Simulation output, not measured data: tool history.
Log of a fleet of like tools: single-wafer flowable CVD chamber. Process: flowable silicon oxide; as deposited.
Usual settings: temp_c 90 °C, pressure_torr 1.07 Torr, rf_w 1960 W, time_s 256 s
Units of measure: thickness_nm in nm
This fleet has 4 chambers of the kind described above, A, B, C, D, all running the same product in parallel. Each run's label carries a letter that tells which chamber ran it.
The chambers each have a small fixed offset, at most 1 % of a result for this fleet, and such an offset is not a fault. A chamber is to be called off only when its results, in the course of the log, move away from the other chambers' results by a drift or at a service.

| run | hour | temp_c | pressure_torr | rf_w | time_s | read-back reference wafer on the same gauge, thickness_nm | thickness_nm |
|---|---|---|---|---|---|---|---|
| 1D | 5.1 | 90 | 1.07 | 1960 | 256 | 363.09 | 307.97 |
| 2C | 14.1 | 90 | 1.07 | 1960 | 256 | 363.21 | 307.71 |
| 3B | 20.7 | 90 | 1.07 | 1960 | 256 | 363.09 | 308.83 |
| 4A | 26.2 | 90 | 1.07 | 1960 | 256 | 363.10 | 307.85 |
| 5C | 35.4 | 90 | 1.07 | 1960 | 256 | 363.32 | 307.42 |
| 6D | 43.8 | 90 | 1.07 | 1960 | 256 | 363.41 | 308.04 |
|  | 51.5 | chamber D: capacitance manometer re-zeroed and calibrated |
| 7A | 52.8 | 90 | 1.07 | 1960 | 256 | 363.44 | 308.48 |
| 8B | 61.3 | 90 | 1.07 | 1960 | 285 | 363.53 | 345.10 |
| 9B | 69.8 | 90 | 1.07 | 1960 | 285 | 363.51 | 343.88 |
| 10D | 78.1 | 90 | 1.07 | 1960 | 285 | 363.65 | 343.71 |
| 11A | 83.3 | 90 | 1.07 | 1960 | 285 | 363.62 | 343.80 |
| 12C | 93.1 | 90 | 1.07 | 1960 | 256 | 363.69 | 308.59 |
| 13C | 98.2 | 90 | 1.07 | 1960 | 256 | 363.86 | 307.73 |
| 14A | 103.9 | 90 | 1.07 | 1960 | 256 | 363.97 | 309.09 |
|  | 110.4 | chamber B: RF generator calibrated |
| 15B | 114.0 | 90 | 1.07 | 1960 | 256 | 363.99 | 309.39 |
| 16D | 120.3 | 90 | 1.07 | 1960 | 256 | 364.13 | 308.46 |
| 17A | 127.3 | 90 | 1.07 | 1960 | 256 | 364.09 | 308.72 |
| 18C | 134.8 | 90 | 1.07 | 1960 | 256 | 364.04 | 308.69 |
|  | 141.5 | chamber B: capacitance manometer re-zeroed and calibrated |
| 19D | 144.9 | 90 | 1.07 | 1960 | 256 | 364.19 | 308.70 |
| 20B | 154.9 | 90 | 1.07 | 2255 | 256 | 364.32 | 317.57 |
| 21A | 160.0 | 90 | 1.07 | 2255 | 256 | 364.28 | 317.15 |
| 22C | 166.3 | 90 | 1.07 | 2255 | 256 | 364.45 | 317.43 |
| 23D | 175.7 | 90 | 1.07 | 2255 | 256 | 364.52 | 317.19 |
| 24B | 184.3 | 90 | 1.07 | 2315 | 223 | 364.54 | 278.36 |

Read the log: is a single chamber off, either drifting away or since a service, is the gauge that measures every chamber drifting, or is nothing wrong beyond small per-chamber offsets? Name any odd chamber and what most likely caused it.

Every chamber seems to shift together because the gauge that measures them all drifts; the chambers themselves are fine.
Likeliest cause: gauge reads high (%) = 0.444.
